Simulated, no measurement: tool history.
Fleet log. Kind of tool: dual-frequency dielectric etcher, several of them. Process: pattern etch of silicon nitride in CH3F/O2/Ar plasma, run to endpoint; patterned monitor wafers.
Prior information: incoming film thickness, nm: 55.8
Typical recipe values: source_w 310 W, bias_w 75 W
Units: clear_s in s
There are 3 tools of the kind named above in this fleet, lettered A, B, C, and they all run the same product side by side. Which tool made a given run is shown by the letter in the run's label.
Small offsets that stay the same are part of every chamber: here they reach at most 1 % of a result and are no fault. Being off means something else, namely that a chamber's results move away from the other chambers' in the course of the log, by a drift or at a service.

run   hour  source_w  bias_w  clear_s
 1A    3.3       310      75   87.746
 2B    8.5       310      75   87.092
 3C   12.5       310      75   87.392
 4C   18.3       310      75   87.548
 5A   24.5       340      84   81.234
 6B   29.4       340      84   80.419
 7A   34.2       340      84   81.064
      36.2  -- chamber C: wet clean of the chamber
 8C   37.5       310      75   87.145
 9B   40.7       310      75   86.244
10B   46.6       310      75   87.097
11A   53.1       310      75    87.59
12C   59.3       310      75    86.81
13C   63.4       310      75   87.442
14A   69.5       310      75   87.419
15B   76.2       310      75   86.993
16B   81.4       310      75   86.978
17A   86.5       310      75   87.232
18C   91.7       230      75   97.442
19B   96.7       230      75   97.693
20A  102.4       230      75   98.586
21C  108.8       350      69   86.147
22B  112.5       350      69   85.364
23C  116.6       350      69   86.232
24A  120.3       310      75   88.571
25B  126.1       310      75   87.143
26A  132.3       310      75   88.919
27C    136       310      75   87.046
28A  140.4       310      75   89.468
29B  147.2       310      65   91.708
30C  150.6       310      65   92.308
31A  154.5       310      65   94.582
32C  158.5       310      75   87.363
33B  164.8       310      75   87.195
34A  170.9       310      75   89.995
35C  175.1       310      88     82.4
36B  179.4       310      88   81.744
37B  185.3       310      88   82.423
38A  189.2       310      75   91.069
39C  194.8       310      75   87.424
40A  198.2       310      75   91.078
41C  201.2       310      75   87.496
42B    208       310      75   87.514
43C  211.1       310      75   87.256

For the next run the whole fleet of 3 chambers uses the same settings. Give each chamber's results:
44A   216       260      75        ?
44B   216       260      75        ?
44C   216       260      75        ?

run  clear_s
44A   97.602
44B   92.462
44C   93.245
